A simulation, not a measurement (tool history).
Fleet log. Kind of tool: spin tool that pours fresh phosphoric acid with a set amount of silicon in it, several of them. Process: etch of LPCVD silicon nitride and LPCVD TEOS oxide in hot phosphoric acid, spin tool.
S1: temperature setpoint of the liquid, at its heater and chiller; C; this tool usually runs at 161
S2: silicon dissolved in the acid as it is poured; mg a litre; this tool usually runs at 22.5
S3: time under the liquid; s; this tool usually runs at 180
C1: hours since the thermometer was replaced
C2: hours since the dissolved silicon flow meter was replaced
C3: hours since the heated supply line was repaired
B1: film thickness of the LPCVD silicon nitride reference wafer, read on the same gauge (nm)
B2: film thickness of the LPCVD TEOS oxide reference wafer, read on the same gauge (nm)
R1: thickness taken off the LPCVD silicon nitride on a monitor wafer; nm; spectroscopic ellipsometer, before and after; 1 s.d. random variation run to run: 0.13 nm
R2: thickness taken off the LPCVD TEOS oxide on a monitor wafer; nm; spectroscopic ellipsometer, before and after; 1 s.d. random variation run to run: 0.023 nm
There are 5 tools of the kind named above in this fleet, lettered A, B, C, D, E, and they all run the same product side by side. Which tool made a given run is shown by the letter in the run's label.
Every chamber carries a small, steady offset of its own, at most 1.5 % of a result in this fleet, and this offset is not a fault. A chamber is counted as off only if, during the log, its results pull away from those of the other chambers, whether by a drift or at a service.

run 1E hour=5.7 | S1=161 S2=22.5 S3=180 | C1=1152.1 C2=319.2 C3=1221.4 | B1=49.998 B2=100 | R1=15.983 R2=0.26474
run 2A hour=9.3 | S1=161 S2=22.5 S3=180 | C1=85.8 C2=1019.4 C3=304.3 | B1=50.014 B2=99.985 | R1=15.994 R2=0.29047
run 3C hour=12.6 | S1=161 S2=22.5 S3=180 | C1=539.6 C2=436.7 C3=1119.8 | B1=50.009 B2=100.01 | R1=15.802 R2=0.24413
run 4B hour=18.9 | S1=161 S2=22.5 S3=180 | C1=971.4 C2=893.4 C3=1944 | B1=49.985 B2=100.01 | R1=15.698 R2=0.32706
run 5D hour=25.8 | S1=161 S2=22.5 S3=180 | C1=1460 C2=424.3 C3=2092.9 | B1=50.012 B2=99.966 | R1=15.581 R2=0.31129
run 6C hour=31.6 | S1=161 S2=22.5 S3=180 | C1=558.6 C2=455.7 C3=1138.8 | B1=50.011 B2=99.99 | R1=15.797 R2=0.28648
run 7D hour=35.4 | S1=161 S2=22.5 S3=180 | C1=1469.6 C2=433.9 C3=2102.5 | B1=50.001 B2=99.999 | R1=15.5 R2=0.25619
run 8E hour=41.9 | S1=161 S2=22.5 S3=180 | C1=1188.3 C2=355.4 C3=1257.6 | B1=49.98 B2=99.993 | R1=15.901 R2=0.27724
run 9A hour=47.2 | S1=161 S2=22.5 S3=180 | C1=123.7 C2=1057.3 C3=342.2 | B1=50.008 B2=100 | R1=15.892 R2=0.22125
run 10B hour=51.5 | S1=161 S2=22.5 S3=180 | C1=1004 C2=926 C3=1976.6 | B1=50.004 B2=100.03 | R1=15.503 R2=0.2995
run 11B hour=55.6 | S1=161 S2=22.5 S3=180 | C1=1008.1 C2=930.1 C3=1980.7 | B1=49.994 B2=99.991 | R1=15.713 R2=0.30594
-- hour=59.8 chamber E: thermometer replaced
run 12C hour=60.8 | S1=161 S2=22.5 S3=180 | C1=587.8 C2=484.9 C3=1168 | B1=49.994 B2=100.01 | R1=15.66 R2=0.31208
run 13E hour=66 | S1=161 S2=22.5 S3=180 | C1=6.3 C2=379.5 C3=1281.7 | B1=50.011 B2=99.983 | R1=15.735 R2=0.30094
run 14A hour=73.6 | S1=163 S2=22.5 S3=115 | C1=150.1 C2=1083.7 C3=368.6 | B1=50.017 B2=100.01 | R1=10.784 R2=0.19461
run 15D hour=81.1 | S1=163 S2=22.5 S3=115 | C1=1515.3 C2=479.6 C3=2148.2 | B1=50.009 B2=100.04 | R1=10.75 R2=0.20481
run 16A hour=86.1 | S1=163 S2=22.5 S3=115 | C1=162.6 C2=1096.2 C3=381.1 | B1=50.004 B2=99.996 | R1=10.792 R2=0.18514
run 17B hour=93.6 | S1=163 S2=22.5 S3=115 | C1=1046.1 C2=968.1 C3=2018.7 | B1=50.004 B2=99.997 | R1=10.77 R2=0.21914
-- hour=99 chamber B: dissolved silicon flow meter replaced
run 18E hour=100.9 | S1=163 S2=22.5 S3=115 | C1=41.2 C2=414.4 C3=1316.6 | B1=49.993 B2=99.997 | R1=10.748 R2=0.18258
run 19C hour=107.5 | S1=161 S2=22.5 S3=180 | C1=634.5 C2=531.6 C3=1214.7 | B1=50.012 B2=99.972 | R1=16.006 R2=0.27611
run 20D hour=115.1 | S1=161 S2=37.5 S3=180 | C1=1549.3 C2=513.6 C3=2182.2 | B1=50.002 B2=99.967 | R1=16.47 R2=0.15297
run 21E hour=119.9 | S1=161 S2=37.5 S3=180 | C1=60.2 C2=433.4 C3=1335.6 | B1=49.991 B2=99.992 | R1=15.627 R2=0.17053
-- hour=122.6 chamber A: dissolved silicon flow meter replaced
run 22C hour=125 | S1=161 S2=37.5 S3=180 | C1=652 C2=549.1 C3=1232.2 | B1=50.014 B2=99.981 | R1=15.746 R2=0.1605
run 23B hour=129.1 | S1=161 S2=37.5 S3=180 | C1=1081.6 C2=30.2 C3=2054.2 | B1=49.997 B2=99.977 | R1=15.686 R2=0.16541
run 24D hour=133.6 | S1=161 S2=37.5 S3=180 | C1=1567.8 C2=532.1 C3=2200.7 | B1=49.993 B2=100.06 | R1=16.075 R2=0.16604
run 25A hour=138.4 | S1=161 S2=22.5 S3=180 | C1=214.9 C2=15.8 C3=433.4 | B1=49.999 B2=100.05 | R1=15.873 R2=0.29202
run 26A hour=145.1 | S1=161 S2=22.5 S3=180 | C1=221.6 C2=22.5 C3=440.1 | B1=49.999 B2=99.978 | R1=16.143 R2=0.27917
run 27B hour=150.7 | S1=161 S2=22.5 S3=180 | C1=1103.2 C2=51.8 C3=2075.8 | B1=49.987 B2=100.05 | R1=15.713 R2=0.31095
run 28E hour=154.7 | S1=161 S2=22.5 S3=180 | C1=95 C2=468.2 C3=1370.4 | B1=50.009 B2=99.983 | R1=15.9 R2=0.29197
run 29D hour=161.4 | S1=161 S2=22.5 S3=180 | C1=1595.6 C2=559.9 C3=2228.5 | B1=49.994 B2=99.976 | R1=16.778 R2=0.28648
run 30C hour=166.2 | S1=161 S2=22.5 S3=180 | C1=693.2 C2=590.3 C3=1273.4 | B1=50.017 B2=100 | R1=15.708 R2=0.28714
run 31C hour=170.9 | S1=161 S2=22.5 S3=180 | C1=697.9 C2=595 C3=1278.1 | B1=50.016 B2=100 | R1=15.652 R2=0.3055
run 32B hour=176.1 | S1=161 S2=22.5 S3=180 | C1=1128.6 C2=77.2 C3=2101.2 | B1=50.006 B2=100.02 | R1=15.267 R2=0.31232
run 33D hour=181.2 | S1=161 S2=22.5 S3=180 | C1=1615.4 C2=579.7 C3=2248.3 | B1=50.012 B2=100.02 | R1=16.832 R2=0.34373
run 34E hour=185.7 | S1=161 S2=22.5 S3=180 | C1=126 C2=499.2 C3=1401.4 | B1=50.001 B2=100.02 | R1=15.838 R2=0.28998
run 35A hour=191.4 | S1=161 S2=22.5 S3=180 | C1=267.9 C2=68.8 C3=486.4 | B1=50.01 B2=100.06 | R1=15.836 R2=0.28319

Which is it: a chamber that has drifted or been left off by a service, a gauge drift common to all chambers, or only each chamber's usual small offset? If a chamber is off, name it and its likeliest cause.

It is chamber D that slowly wanders off from its peers.
Most likely cause: liquid hotter than its thermometer reads (K) = 2.6.

Chamber D could run next with any of the 4 candidate recipes listed below; each alters the usual settings, and their results appear as question marks. Which one brings its results back in line with what the other chambers deliver on the usual settings?
Allowed miss from the other chambers' usual-settings mean, per result, to count as in line: R1 0.47 nm; R2 0.079 nm
run 36D-1 hour=196.8 | S1=160.5 S2=29 S3=160 | R1=? R2=?
run 36D-2 hour=196.8 | S1=161.5 S2=16 S3=200 | R1=? R2=?
run 36D-3 hour=196.8 | S1=161 S2=18.5 S3=195 | R1=? R2=?
run 36D-4 hour=196.8 | S1=161 S2=26.5 S3=165 | R1=? R2=?

Average result of the remaining chambers running the usual settings: R1 15.744 nm; R2 0.28237 nm
run=36D-1 R1=14.884 R2=0.24257
run=36D-2 R1=19.23 R2=0.48608
run=36D-3 R1=18.442 R2=0.42879
run=36D-4 R1=15.605 R2=0.2833
With 36D-4, the chamber falls back in line with the rest.
